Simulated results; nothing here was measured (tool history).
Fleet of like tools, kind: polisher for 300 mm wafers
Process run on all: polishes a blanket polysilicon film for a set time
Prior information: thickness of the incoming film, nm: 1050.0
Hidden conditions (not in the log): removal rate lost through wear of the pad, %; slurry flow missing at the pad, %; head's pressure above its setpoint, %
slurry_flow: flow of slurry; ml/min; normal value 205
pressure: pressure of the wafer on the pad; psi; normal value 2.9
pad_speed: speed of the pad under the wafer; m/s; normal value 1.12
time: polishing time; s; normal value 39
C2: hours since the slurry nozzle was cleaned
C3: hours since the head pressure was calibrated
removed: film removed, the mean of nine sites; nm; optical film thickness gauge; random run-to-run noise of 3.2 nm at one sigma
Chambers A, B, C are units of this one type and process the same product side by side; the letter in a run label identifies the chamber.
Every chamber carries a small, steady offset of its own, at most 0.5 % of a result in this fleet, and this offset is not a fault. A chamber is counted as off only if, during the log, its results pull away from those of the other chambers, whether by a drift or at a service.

At hour 4.3: chamber A: slurry nozzle cleaned.
Run 1C, hour 6.6: usual settings; wafers polished on this pad 1252; C2 386.9; C3 137.6. Result: removed 325.14 nm.
At hour 8.8: chamber C: worn pad replaced by a new one.
At hour 11.5: chamber B: slurry nozzle cleaned.
At hour 15.1: chamber A: worn pad replaced by a new one.
Run 2B, hour 15.9: usual settings; wafers polished on this pad 378; C2 4.4; C3 383.1. Result: removed 329.09 nm.
Run 3A, hour 24.7: usual settings; wafers polished on this pad 129; C2 20.5; C3 244.8. Result: removed 329.98 nm.
Run 4C, hour 31.9: usual settings; wafers polished on this pad 309; C2 412.2; C3 162.9. Result: removed 326.64 nm.
Run 5A, hour 37.9: usual settings; wafers polished on this pad 306; C2 33.7; C3 258.0. Result: removed 329.22 nm.
Run 6B, hour 45.2: usual settings; wafers polished on this pad 770; C2 33.7; C3 412.4. Result: removed 328.36 nm.
Run 7A, hour 53.1: usual settings; wafers polished on this pad 509; C2 48.9; C3 273.2. Result: removed 324.43 nm.
Run 8B, hour 58.4: usual settings; wafers polished on this pad 947; C2 46.9; C3 425.6. Result: removed 326.99 nm.
At hour 62.9: chamber A: worn pad replaced by a new one.
Run 9C, hour 63.3: usual settings but pad_speed 0.80 m/s; wafers polished on this pad 729; C2 443.6; C3 194.3. Result: removed 234.32 nm.
Run 10B, hour 70.1: usual settings but pad_speed 0.80 m/s; wafers polished on this pad 1104; C2 58.6; C3 437.3. Result: removed 233.21 nm.
At hour 70.2: chamber B: worn pad replaced by a new one.
Run 11A, hour 74.4: usual settings but pad_speed 0.80 m/s; wafers polished on this pad 154; C2 70.2; C3 294.5. Result: removed 231.73 nm.
Run 12C, hour 81.0: usual settings; wafers polished on this pad 966; C2 461.3; C3 212.0. Result: removed 324.55 nm.
At hour 86.5: chamber C: worn pad replaced by a new one.
Run 13C, hour 89.9: usual settings; wafers polished on this pad 46; C2 470.2; C3 220.9. Result: removed 324.89 nm.
Run 14B, hour 96.3: usual settings; wafers polished on this pad 349; C2 84.8; C3 463.5. Result: removed 326.29 nm.
Run 15A, hour 100.9: usual settings; wafers polished on this pad 509; C2 96.7; C3 321.0. Result: removed 327.42 nm.
Run 16B, hour 107.8: usual settings; wafers polished on this pad 503; C2 96.3; C3 475.0. Result: removed 326.15 nm.
Run 17A, hour 113.4: usual settings; wafers polished on this pad 676; C2 109.2; C3 333.5. Result: removed 331.58 nm.
At hour 114.3: chamber A: worn pad replaced by a new one.
Run 18C, hour 122.6: usual settings; wafers polished on this pad 484; C2 502.9; C3 253.6. Result: removed 323.67 nm.
Run 19B, hour 129.7: usual settings; wafers polished on this pad 796; C2 118.2; C3 496.9. Result: removed 327.91 nm.
Run 20C, hour 136.6: usual settings but pad_speed 1.40 m/s, time 33 s; wafers polished on this pad 671; C2 516.9; C3 267.6. Result: removed 341.57 nm.
At hour 139.1: chamber B: worn pad replaced by a new one.
Run 21A, hour 141.3: usual settings but pad_speed 1.40 m/s, time 33 s; wafers polished on this pad 362; C2 137.1; C3 361.4. Result: removed 353.32 nm.
Run 22B, hour 147.3: usual settings but pad_speed 1.40 m/s, time 33 s; wafers polished on this pad 109; C2 135.8; C3 514.5. Result: removed 347.76 nm.
Run 23C, hour 153.3: usual settings; wafers polished on this pad 895; C2 533.6; C3 284.3. Result: removed 329.84 nm.
Run 24A, hour 159.2: usual settings but slurry_flow 150 ml/min, pad_speed 1.38 m/s; wafers polished on this pad 601; C2 155.0; C3 379.3. Result: removed 397.81 nm.
Run 25A, hour 167.0: usual settings but slurry_flow 150 ml/min, pad_speed 1.38 m/s; wafers polished on this pad 706; C2 162.8; C3 387.1. Result: removed 401.71 nm.
At hour 167.8: chamber A: worn pad replaced by a new one.
At hour 169.1: chamber C: worn pad replaced by a new one.
Run 26C, hour 174.9: usual settings but slurry_flow 150 ml/min, pad_speed 1.38 m/s; wafers polished on this pad 78; C2 555.2; C3 305.9. Result: removed 378.45 nm.
Run 27B, hour 180.4: usual settings; wafers polished on this pad 552; C2 168.9; C3 547.6. Result: removed 322.81 nm.
Run 28B, hour 185.8: usual settings; wafers polished on this pad 625; C2 174.3; C3 553.0. Result: removed 321.70 nm.
Run 29A, hour 194.8: usual settings; wafers polished on this pad 361; C2 190.6; C3 414.9. Result: removed 351.45 nm.
Run 30C, hour 199.2: usual settings but slurry_flow 150 ml/min; wafers polished on this pad 404; C2 579.5; C3 330.2. Result: removed 311.71 nm.
Run 31A, hour 205.0: usual settings but slurry_flow 150 ml/min; wafers polished on this pad 498; C2 200.8; C3 425.1. Result: removed 334.71 nm.
Run 32C, hour 209.8: usual settings but slurry_flow 150 ml/min; wafers polished on this pad 546; C2 590.1; C3 340.8. Result: removed 310.74 nm.
At hour 215.8: chamber B: worn pad replaced by a new one.
Run 33B, hour 216.2: usual settings; wafers polished on this pad 5; C2 204.7; C3 583.4. Result: removed 318.22 nm.
At hour 223.0: chamber A: worn pad replaced by a new one.
Run 34B, hour 224.5: usual settings; wafers polished on this pad 116; C2 213.0; C3 591.7. Result: removed 322.37 nm.
Run 35A, hour 233.5: usual settings but pressure 2.1 psi; wafers polished on this pad 141; C2 229.3; C3 453.6. Result: removed 262.50 nm.

Has any chamber moved away from the others, gradually or after a service, or does the common gauge drift, or do the chambers differ only by their own small steady offsets? State the chamber and the most likely cause if one applies.

Little by little, chamber A moves away from the other chambers.
Most likely cause: head's pressure above its setpoint, % = 11.

Here are 4 candidates for chamber A's next run, each the usual settings with a change, their results left as question marks. Which one brings its results back in line with what the others give on the usual settings?
In-line tolerance around the mean of the other chambers on the usual settings: removed 11.00 nm
Run 36A-1, hour 240.4: usual settings but pressure 3.1 psi, time 41 s. Result: removed ?.
Run 36A-2, hour 240.4: usual settings but time 35 s. Result: removed ?.
Run 36A-3, hour 240.4: usual settings but pressure 2.7 psi, pad_speed 1.04 m/s, time 36 s. Result: removed ?.
Run 36A-4, hour 240.4: usual settings but pressure 3.1 psi, pad_speed 1.20 m/s, time 42 s. Result: removed ?.

The mean the other chambers reach with the usual settings: removed 325.91 nm
  run  removed
36A-1   404.19
36A-2   323.07
36A-3   287.91
36A-4   443.18
The answer is 36A-2, which returns the chamber to within the allowed miss of the others.
